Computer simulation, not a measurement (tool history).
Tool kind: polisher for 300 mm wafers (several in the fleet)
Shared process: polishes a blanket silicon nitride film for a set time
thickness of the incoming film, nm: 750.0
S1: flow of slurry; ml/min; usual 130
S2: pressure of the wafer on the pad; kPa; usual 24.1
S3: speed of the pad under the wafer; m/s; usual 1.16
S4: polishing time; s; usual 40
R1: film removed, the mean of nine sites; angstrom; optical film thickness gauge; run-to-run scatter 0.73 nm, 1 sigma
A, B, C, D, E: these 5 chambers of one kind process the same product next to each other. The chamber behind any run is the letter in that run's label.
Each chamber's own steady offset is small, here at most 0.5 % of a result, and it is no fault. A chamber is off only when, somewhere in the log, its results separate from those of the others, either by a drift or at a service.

run,hour,S1,S2,S3,S4,R1
# hour 0.2: chamber E: worn pad replaced by a new one
1D,6.8,130,24.1,1.16,40,692.39
2A,10.2,130,24.1,1.16,40,692.20
# hour 13.2: chamber D: slurry nozzle cleaned
# hour 13.3: chamber B: worn pad replaced by a new one
3B,14.2,130,24.1,1.16,40,695.33
4C,18.2,130,24.1,1.16,40,701.92
# hour 18.8: chamber A: worn pad replaced by a new one
5E,24.7,130,24.1,1.16,40,688.51
# hour 30.6: chamber B: slurry nozzle cleaned
6E,31.4,130,24.1,1.16,40,691.68
7A,34.3,130,24.1,1.16,40,683.00
8B,39.4,130,24.1,1.16,40,711.61
9D,44.0,130,24.1,1.16,40,689.73
# hour 45.2: chamber D: worn pad replaced by a new one
10C,49.0,130,24.1,1.16,40,686.85
11E,55.1,130,20.7,1.16,46,700.76
12B,58.3,130,20.7,1.16,46,694.02
13D,64.6,130,20.7,1.16,46,685.54
14C,68.8,130,20.7,1.16,46,680.53
15A,74.9,130,20.7,1.16,46,680.71
16D,79.9,130,24.1,1.16,40,703.47
17C,83.4,130,24.1,1.16,40,724.22
# hour 88.0: chamber A: worn pad replaced by a new one
18A,88.6,130,24.1,1.16,40,695.67
# hour 90.0: chamber C: slurry nozzle cleaned
19E,92.1,130,24.1,1.16,40,694.17
# hour 93.2: chamber B: worn pad replaced by a new one
# hour 94.1: chamber C: worn pad replaced by a new one
20B,95.6,130,24.1,1.16,40,702.91
# hour 100.2: chamber D: worn pad replaced by a new one
21B,101.5,130,24.1,1.42,28,576.54
22A,106.4,130,24.1,1.42,28,564.79
23C,110.6,130,24.1,1.42,28,586.99
# hour 114.2: chamber E: worn pad replaced by a new one
24E,115.8,130,24.1,1.42,28,575.02
# hour 119.6: chamber B: head pressure recalibrated
25D,121.9,130,24.1,1.42,28,568.28
26B,125.6,130,24.1,1.16,40,696.45
27D,129.4,130,24.1,1.16,40,692.06
28A,132.5,130,24.1,1.16,40,697.71
29E,136.7,130,24.1,1.16,40,697.01
30C,142.1,130,24.1,1.16,40,739.67
31A,145.7,130,24.1,1.16,40,688.71
32D,151.3,130,24.1,1.16,40,693.37
# hour 153.6: chamber A: worn pad replaced by a new one
# hour 154.0: chamber D: worn pad replaced by a new one
33C,156.0,130,24.1,1.16,40,738.28
34E,160.3,130,24.1,1.16,40,677.97
35B,165.5,130,24.1,1.16,40,694.24
36D,170.3,130,24.1,1.16,40,696.04
37C,176.4,130,24.1,1.16,40,778.34
38A,180.0,130,24.1,1.16,40,683.03

Which is it: a chamber that has drifted or been left off by a service, a gauge drift common to all chambers, or only each chamber's usual small offset? If a chamber is off, name it and its likeliest cause.

One chamber, C, drifts off from the rest bit by bit.
Likeliest cause: head's pressure above its setpoint, % = 9.23.

Which of the 4 candidates below, each the usual settings with something changed and its results left as question marks, puts chamber C back in line with what the other chambers give on the usual settings?
Allowed miss from the other chambers' usual-settings mean, per result, to count as in line: R1 25.00 angstrom
39C-1,184.9,130,23.4,1.12,39,?
39C-2,184.9,130,24.1,1.18,41,?
39C-3,184.9,130,23.4,1.16,40,?
39C-4,184.9,130,26.2,1.16,40,?

The mean the other chambers reach with the usual settings: R1 693.24 angstrom
run,R1
39C-1,699.96
39C-2,789.11
39C-3,738.03
39C-4,824.18
39C-1 puts the chamber back in line with the other chambers.

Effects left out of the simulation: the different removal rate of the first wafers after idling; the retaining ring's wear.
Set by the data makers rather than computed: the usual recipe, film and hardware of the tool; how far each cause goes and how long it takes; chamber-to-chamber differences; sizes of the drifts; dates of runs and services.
